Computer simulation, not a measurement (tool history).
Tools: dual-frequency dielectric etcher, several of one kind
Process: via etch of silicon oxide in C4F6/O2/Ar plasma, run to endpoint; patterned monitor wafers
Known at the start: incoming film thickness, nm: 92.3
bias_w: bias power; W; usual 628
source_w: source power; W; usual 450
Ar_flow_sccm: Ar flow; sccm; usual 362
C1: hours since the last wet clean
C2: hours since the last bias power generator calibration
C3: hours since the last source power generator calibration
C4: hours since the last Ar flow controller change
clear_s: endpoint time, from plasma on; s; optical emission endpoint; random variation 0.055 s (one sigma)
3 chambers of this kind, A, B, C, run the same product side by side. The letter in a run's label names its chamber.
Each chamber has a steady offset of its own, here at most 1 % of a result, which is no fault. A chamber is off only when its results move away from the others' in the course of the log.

run 1C day=0.271 | bias_w=628 source_w=450 Ar_flow_sccm=362 | C1=386.8 C2=2813.7 C3=310.0 C4=1866.5 | clear_s=18.072
run 2B day=0.429 | bias_w=628 source_w=450 Ar_flow_sccm=362 | C1=156.7 C2=3031.9 C3=915.6 C4=3057.3 | clear_s=18.247
run 3A day=0.604 | bias_w=628 source_w=450 Ar_flow_sccm=362 | C1=475.1 C2=685.4 C3=928.7 C4=2646.1 | clear_s=18.106
run 4C day=0.833 | bias_w=628 source_w=450 Ar_flow_sccm=362 | C1=400.3 C2=2827.2 C3=323.5 C4=1880.0 | clear_s=18.181
run 5B day=1.079 | bias_w=628 source_w=450 Ar_flow_sccm=334 | C1=172.3 C2=3047.5 C3=931.2 C4=3072.9 | clear_s=18.007
run 6A day=1.308 | bias_w=628 source_w=450 Ar_flow_sccm=334 | C1=492.0 C2=702.3 C3=945.6 C4=2663.0 | clear_s=17.946
run 7C day=1.488 | bias_w=628 source_w=450 Ar_flow_sccm=334 | C1=416.0 C2=2842.9 C3=339.2 C4=1895.7 | clear_s=17.967
run 8B day=1.712 | bias_w=628 source_w=450 Ar_flow_sccm=362 | C1=187.5 C2=3062.7 C3=946.4 C4=3088.1 | clear_s=18.237
run 9A day=1.900 | bias_w=628 source_w=450 Ar_flow_sccm=362 | C1=506.2 C2=716.5 C3=959.8 C4=2677.2 | clear_s=18.153
run 10C day=2.075 | bias_w=628 source_w=450 Ar_flow_sccm=362 | C1=430.1 C2=2857.0 C3=353.3 C4=1909.8 | clear_s=18.151
run 11A day=2.192 | bias_w=628 source_w=450 Ar_flow_sccm=362 | C1=513.2 C2=723.5 C3=966.8 C4=2684.2 | clear_s=18.105
run 12B day=2.338 | bias_w=628 source_w=450 Ar_flow_sccm=362 | C1=202.5 C2=3077.7 C3=961.4 C4=3103.1 | clear_s=18.283
-- day=2.546 chamber C: bias power generator calibrated
run 13B day=2.567 | bias_w=628 source_w=450 Ar_flow_sccm=392 | C1=208.0 C2=3083.2 C3=966.9 C4=3108.6 | clear_s=18.397
run 14A day=2.775 | bias_w=628 source_w=450 Ar_flow_sccm=392 | C1=527.2 C2=737.5 C3=980.8 C4=2698.2 | clear_s=18.378
run 15C day=2.954 | bias_w=628 source_w=450 Ar_flow_sccm=392 | C1=451.2 C2=9.9 C3=374.4 C4=1930.9 | clear_s=18.348
-- day=3.033 chamber A: wet clean of the chamber
run 16B day=3.196 | bias_w=766 source_w=380 Ar_flow_sccm=362 | C1=223.1 C2=3098.3 C3=982.0 C4=3123.7 | clear_s=18.023
run 17C day=3.396 | bias_w=766 source_w=380 Ar_flow_sccm=362 | C1=461.8 C2=20.5 C3=385.0 C4=1941.5 | clear_s=17.885
run 18A day=3.662 | bias_w=766 source_w=380 Ar_flow_sccm=362 | C1=15.1 C2=758.8 C3=1002.1 C4=2719.5 | clear_s=17.474
run 19C day=3.892 | bias_w=628 source_w=450 Ar_flow_sccm=362 | C1=473.7 C2=32.4 C3=396.9 C4=1953.4 | clear_s=18.110
run 20B day=4.146 | bias_w=628 source_w=450 Ar_flow_sccm=362 | C1=245.9 C2=3121.1 C3=1004.8 C4=3146.5 | clear_s=18.178
run 21A day=4.300 | bias_w=628 source_w=450 Ar_flow_sccm=362 | C1=30.4 C2=774.1 C3=1017.4 C4=2734.8 | clear_s=17.679
run 22C day=4.508 | bias_w=628 source_w=450 Ar_flow_sccm=362 | C1=488.5 C2=47.2 C3=411.7 C4=1968.2 | clear_s=18.249
run 23A day=4.667 | bias_w=628 source_w=450 Ar_flow_sccm=362 | C1=39.2 C2=782.9 C3=1026.2 C4=2743.6 | clear_s=17.658
run 24B day=4.808 | bias_w=628 source_w=450 Ar_flow_sccm=362 | C1=261.8 C2=3137.0 C3=1020.7 C4=3162.4 | clear_s=18.192
run 25B day=4.988 | bias_w=628 source_w=450 Ar_flow_sccm=362 | C1=266.1 C2=3141.3 C3=1025.0 C4=3166.7 | clear_s=18.275
run 26A day=5.208 | bias_w=628 source_w=450 Ar_flow_sccm=362 | C1=52.2 C2=795.9 C3=1039.2 C4=2756.6 | clear_s=17.790

Is one chamber off against the others, does the gauge drift, or is nothing wrong? If a chamber is off, say which, and what the likeliest cause is.

A service left chamber A off against the others.
Cause: etch rate over this chamber's usual, % = 2.24.

Here are 4 candidates for chamber A's next run, each the usual settings with a change, their results left as question marks. Which one brings its results back in line with what the others give on the usual settings?
In line means no further than this from the other chambers' mean on the usual settings: clear_s 0.190 s
run 27A-1 day=5.404 | bias_w=628 source_w=450 Ar_flow_sccm=279 | clear_s=?
run 27A-2 day=5.404 | bias_w=628 source_w=510 Ar_flow_sccm=348 | clear_s=?
run 27A-3 day=5.404 | bias_w=628 source_w=450 Ar_flow_sccm=445 | clear_s=?
run 27A-4 day=5.404 | bias_w=628 source_w=400 Ar_flow_sccm=374 | clear_s=?

The other chambers' mean on the usual settings: clear_s 18.211 s
run=27A-1 clear_s=17.238
run=27A-2 clear_s=16.873
run=27A-3 clear_s=18.152
run=27A-4 clear_s=18.590
27A-3 brings the chamber back in line.

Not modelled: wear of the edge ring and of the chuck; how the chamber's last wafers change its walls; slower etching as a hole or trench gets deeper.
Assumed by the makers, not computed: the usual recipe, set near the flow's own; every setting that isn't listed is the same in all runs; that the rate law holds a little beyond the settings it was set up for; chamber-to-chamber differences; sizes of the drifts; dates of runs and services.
